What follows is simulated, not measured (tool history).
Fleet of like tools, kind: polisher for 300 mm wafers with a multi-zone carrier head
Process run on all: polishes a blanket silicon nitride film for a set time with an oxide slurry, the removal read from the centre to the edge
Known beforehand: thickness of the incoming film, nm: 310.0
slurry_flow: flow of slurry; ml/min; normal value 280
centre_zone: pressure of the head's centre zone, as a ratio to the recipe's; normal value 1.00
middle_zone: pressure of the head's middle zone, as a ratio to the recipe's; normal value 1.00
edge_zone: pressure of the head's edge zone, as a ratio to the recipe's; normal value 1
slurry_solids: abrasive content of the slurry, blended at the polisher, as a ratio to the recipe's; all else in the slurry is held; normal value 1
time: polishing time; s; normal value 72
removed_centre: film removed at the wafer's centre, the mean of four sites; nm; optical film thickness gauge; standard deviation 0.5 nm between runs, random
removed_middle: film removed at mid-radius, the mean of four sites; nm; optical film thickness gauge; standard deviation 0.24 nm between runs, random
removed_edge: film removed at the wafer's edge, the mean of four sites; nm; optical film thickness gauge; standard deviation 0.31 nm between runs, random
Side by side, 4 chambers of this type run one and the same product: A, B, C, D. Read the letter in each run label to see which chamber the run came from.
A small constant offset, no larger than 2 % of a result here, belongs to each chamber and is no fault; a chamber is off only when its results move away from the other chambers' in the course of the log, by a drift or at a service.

run 1B day=0.267 | slurry_flow=280 centre_zone=1.00 middle_zone=1.00 edge_zone=1 slurry_solids=1 time=72 | removed_centre=34.598 removed_middle=34.881 removed_edge=34.826
-- day=0.492 chamber B: worn pad replaced by a new one
-- day=0.512 chamber A: centre zone pressure recalibrated
-- day=0.642 chamber D: worn pad replaced by a new one
run 2C day=0.746 | slurry_flow=280 centre_zone=1.00 middle_zone=1.00 edge_zone=1 slurry_solids=1 time=72 | removed_centre=34.422 removed_middle=34.998 removed_edge=34.349
-- day=0.838 chamber B: centre zone pressure recalibrated
run 3A day=1.150 | slurry_flow=280 centre_zone=1.00 middle_zone=1.00 edge_zone=1 slurry_solids=1 time=72 | removed_centre=34.426 removed_middle=34.748 removed_edge=34.183
-- day=1.354 chamber C: worn pad replaced by a new one
run 4D day=1.638 | slurry_flow=280 centre_zone=1.00 middle_zone=1.00 edge_zone=1 slurry_solids=1 time=72 | removed_centre=34.627 removed_middle=35.153 removed_edge=34.558
run 5D day=2.025 | slurry_flow=280 centre_zone=1.00 middle_zone=1.00 edge_zone=1 slurry_solids=1 time=72 | removed_centre=34.076 removed_middle=34.939 removed_edge=34.438
-- day=2.075 chamber D: slurry nozzle cleaned
run 6C day=2.612 | slurry_flow=280 centre_zone=1.00 middle_zone=1.00 edge_zone=1 slurry_solids=1 time=72 | removed_centre=34.209 removed_middle=34.972 removed_edge=34.872
run 7B day=3.129 | slurry_flow=280 centre_zone=1.00 middle_zone=0.89 edge_zone=1 slurry_solids=1 time=72 | removed_centre=35.281 removed_middle=31.084 removed_edge=34.600
-- day=3.212 chamber A: worn pad replaced by a new one
run 8A day=3.554 | slurry_flow=280 centre_zone=1.00 middle_zone=0.89 edge_zone=1 slurry_solids=1 time=72 | removed_centre=34.466 removed_middle=31.391 removed_edge=34.986
-- day=3.608 chamber B: edge zone pressure recalibrated
-- day=4.008 chamber D: worn pad replaced by a new one
-- day=4.038 chamber B: worn pad replaced by a new one
run 9C day=4.112 | slurry_flow=280 centre_zone=1.00 middle_zone=0.89 edge_zone=1 slurry_solids=1 time=72 | removed_centre=35.097 removed_middle=31.128 removed_edge=34.981
-- day=4.425 chamber C: worn pad replaced by a new one
run 10B day=4.596 | slurry_flow=280 centre_zone=1.00 middle_zone=0.89 edge_zone=1 slurry_solids=1 time=72 | removed_centre=35.053 removed_middle=31.818 removed_edge=34.945
run 11D day=4.933 | slurry_flow=280 centre_zone=1.00 middle_zone=1.00 edge_zone=1 slurry_solids=1 time=72 | removed_centre=34.680 removed_middle=35.770 removed_edge=34.937
run 12A day=5.354 | slurry_flow=280 centre_zone=1.00 middle_zone=1.00 edge_zone=1 slurry_solids=1 time=72 | removed_centre=34.219 removed_middle=34.653 removed_edge=34.424
-- day=5.662 chamber D: centre zone pressure recalibrated
run 13D day=5.692 | slurry_flow=280 centre_zone=1.00 middle_zone=1.00 edge_zone=1 slurry_solids=1 time=72 | removed_centre=30.376 removed_middle=35.192 removed_edge=34.957
run 14C day=6.017 | slurry_flow=280 centre_zone=1.00 middle_zone=1.00 edge_zone=1 slurry_solids=1 time=72 | removed_centre=34.910 removed_middle=34.505 removed_edge=34.856
run 15A day=6.429 | slurry_flow=280 centre_zone=1.00 middle_zone=1.00 edge_zone=1 slurry_solids=1 time=72 | removed_centre=35.045 removed_middle=34.716 removed_edge=34.393
-- day=6.433 chamber A: worn pad replaced by a new one
run 16B day=6.692 | slurry_flow=280 centre_zone=1.00 middle_zone=1.00 edge_zone=1 slurry_solids=1 time=72 | removed_centre=35.219 removed_middle=34.829 removed_edge=34.640
run 17B day=7.217 | slurry_flow=280 centre_zone=1.00 middle_zone=1.00 edge_zone=1 slurry_solids=1 time=72 | removed_centre=34.192 removed_middle=34.663 removed_edge=34.896
-- day=7.312 chamber D: worn pad replaced by a new one
-- day=7.392 chamber C: worn pad replaced by a new one
run 18A day=7.754 | slurry_flow=280 centre_zone=1.00 middle_zone=1.00 edge_zone=1 slurry_solids=1 time=72 | removed_centre=34.521 removed_middle=34.711 removed_edge=34.259
-- day=7.779 chamber B: worn pad replaced by a new one
run 19D day=8.117 | slurry_flow=280 centre_zone=1.00 middle_zone=1.00 edge_zone=1 slurry_solids=1 time=72 | removed_centre=31.159 removed_middle=34.886 removed_edge=34.634
run 20C day=8.483 | slurry_flow=280 centre_zone=1.00 middle_zone=1.00 edge_zone=1 slurry_solids=1 time=72 | removed_centre=34.880 removed_middle=34.977 removed_edge=34.795
-- day=8.492 chamber A: slurry nozzle cleaned
run 21D day=9.079 | slurry_flow=280 centre_zone=0.92 middle_zone=1.00 edge_zone=1 slurry_solids=1 time=64 | removed_centre=24.331 removed_middle=31.320 removed_edge=30.769
run 22C day=9.350 | slurry_flow=280 centre_zone=0.92 middle_zone=1.00 edge_zone=1 slurry_solids=1 time=64 | removed_centre=28.055 removed_middle=30.892 removed_edge=30.476
run 23A day=9.846 | slurry_flow=280 centre_zone=0.92 middle_zone=1.00 edge_zone=1 slurry_solids=1 time=64 | removed_centre=27.718 removed_middle=31.421 removed_edge=31.165
-- day=10.038 chamber B: slurry nozzle cleaned
-- day=10.062 chamber A: worn pad replaced by a new one
run 24B day=10.338 | slurry_flow=280 centre_zone=0.92 middle_zone=1.00 edge_zone=1 slurry_solids=1 time=64 | removed_centre=28.325 removed_middle=30.569 removed_edge=31.113
run 25A day=10.617 | slurry_flow=280 centre_zone=1.00 middle_zone=1.00 edge_zone=1 slurry_solids=1 time=72 | removed_centre=35.424 removed_middle=34.820 removed_edge=35.085
-- day=10.917 chamber D: worn pad replaced by a new one
-- day=11.079 chamber C: worn pad replaced by a new one
-- day=11.117 chamber C: slurry nozzle cleaned
-- day=11.117 chamber B: worn pad replaced by a new one
run 26C day=11.150 | slurry_flow=280 centre_zone=1.00 middle_zone=1.00 edge_zone=1 slurry_solids=1 time=72 | removed_centre=34.293 removed_middle=34.777 removed_edge=35.087
run 27B day=11.500 | slurry_flow=280 centre_zone=1.00 middle_zone=1.00 edge_zone=1 slurry_solids=1 time=72 | removed_centre=34.578 removed_middle=34.962 removed_edge=34.869
run 28D day=12.083 | slurry_flow=280 centre_zone=1.00 middle_zone=1.00 edge_zone=1 slurry_solids=1 time=72 | removed_centre=30.751 removed_middle=35.290 removed_edge=34.487
run 29A day=12.371 | slurry_flow=375 centre_zone=1.00 middle_zone=1.00 edge_zone=1 slurry_solids=1 time=72 | removed_centre=35.336 removed_middle=36.005 removed_edge=35.178
run 30C day=12.629 | slurry_flow=375 centre_zone=1.00 middle_zone=1.00 edge_zone=1 slurry_solids=1 time=72 | removed_centre=35.350 removed_middle=36.285 removed_edge=35.284
run 31D day=13.162 | slurry_flow=375 centre_zone=1.00 middle_zone=1.00 edge_zone=1 slurry_solids=1 time=72 | removed_centre=31.745 removed_middle=35.962 removed_edge=35.331
-- day=13.200 chamber A: worn pad replaced by a new one
run 32B day=13.671 | slurry_flow=375 centre_zone=1.00 middle_zone=1.00 edge_zone=1 slurry_solids=1 time=72 | removed_centre=35.209 removed_middle=35.177 removed_edge=35.402
run 33D day=14.138 | slurry_flow=280 centre_zone=1.00 middle_zone=1.00 edge_zone=1 slurry_solids=1 time=72 | removed_centre=29.881 removed_middle=34.888 removed_edge=34.591
-- day=14.317 chamber B: worn pad replaced by a new one
-- day=14.367 chamber D: worn pad replaced by a new one
run 34A day=14.496 | slurry_flow=280 centre_zone=1.00 middle_zone=1.00 edge_zone=1 slurry_solids=1 time=72 | removed_centre=33.870 removed_middle=35.302 removed_edge=35.134
-- day=14.771 chamber C: worn pad replaced by a new one
run 35C day=14.962 | slurry_flow=280 centre_zone=1.00 middle_zone=1.00 edge_zone=1 slurry_solids=1 time=72 | removed_centre=34.216 removed_middle=34.899 removed_edge=34.501
run 36B day=15.383 | slurry_flow=280 centre_zone=1.00 middle_zone=1.00 edge_zone=1 slurry_solids=1 time=72 | removed_centre=34.984 removed_middle=35.075 removed_edge=35.112
-- day=15.683 chamber D: slurry nozzle cleaned
run 37B day=15.804 | slurry_flow=280 centre_zone=1.00 middle_zone=1.00 edge_zone=1 slurry_solids=1 time=72 | removed_centre=34.766 removed_middle=34.672 removed_edge=34.303
run 38D day=16.350 | slurry_flow=215 centre_zone=1.00 middle_zone=1.00 edge_zone=1 slurry_solids=1 time=72 | removed_centre=29.098 removed_middle=34.265 removed_edge=33.750
run 39C day=16.917 | slurry_flow=215 centre_zone=1.00 middle_zone=1.00 edge_zone=1 slurry_solids=1 time=72 | removed_centre=33.578 removed_middle=33.883 removed_edge=33.601
-- day=17.146 chamber A: worn pad replaced by a new one
run 40A day=17.225 | slurry_flow=215 centre_zone=1.00 middle_zone=1.00 edge_zone=1 slurry_solids=1 time=72 | removed_centre=34.159 removed_middle=33.867 removed_edge=33.444

Has any chamber moved away from the others, gradually or after a service, or does the common gauge drift, or do the chambers differ only by their own small steady offsets? State the chamber and the most likely cause if one applies.

Chamber D has stood off from the others ever since a service on it.
Cause: centre zone's pressure below its setpoint, % = 10.8.

Chamber D could run next with any of the 4 candidate recipes listed below; each alters the usual settings, and their results appear as question marks. Which one brings its results back in line with what the other chambers deliver on the usual settings?
Counts as in line when no further than this from what the other chambers average on the usual settings: removed_centre 1.700 nm; removed_middle 0.830 nm; removed_edge 1.100 nm
run 41D-1 day=17.654 | slurry_flow=290 centre_zone=1.17 middle_zone=0.94 edge_zone=0.95 slurry_solids=1 time=74 | removed_centre=? removed_middle=? removed_edge=?
run 41D-2 day=17.654 | slurry_flow=275 centre_zone=0.91 middle_zone=1.03 edge_zone=1.02 slurry_solids=1 time=71 | removed_centre=? removed_middle=? removed_edge=?
run 41D-3 day=17.654 | slurry_flow=270 centre_zone=0.85 middle_zone=1.05 edge_zone=1.04 slurry_solids=1 time=71 | removed_centre=? removed_middle=? removed_edge=?
run 41D-4 day=17.654 | slurry_flow=285 centre_zone=1.09 middle_zone=0.97 edge_zone=0.98 slurry_solids=1 time=73 | removed_centre=? removed_middle=? removed_edge=?

On the usual settings, the other chambers give on average: removed_centre 34.538 nm; removed_middle 34.817 nm; removed_edge 34.635 nm
run=41D-1 removed_centre=37.982 removed_middle=34.547 removed_edge=34.764
run=41D-2 removed_centre=27.450 removed_middle=35.909 removed_edge=34.445
run=41D-3 removed_centre=25.369 removed_middle=36.493 removed_edge=34.745
run=41D-4 removed_centre=34.611 removed_middle=35.030 removed_edge=34.797
41D-4 brings the chamber back in line.
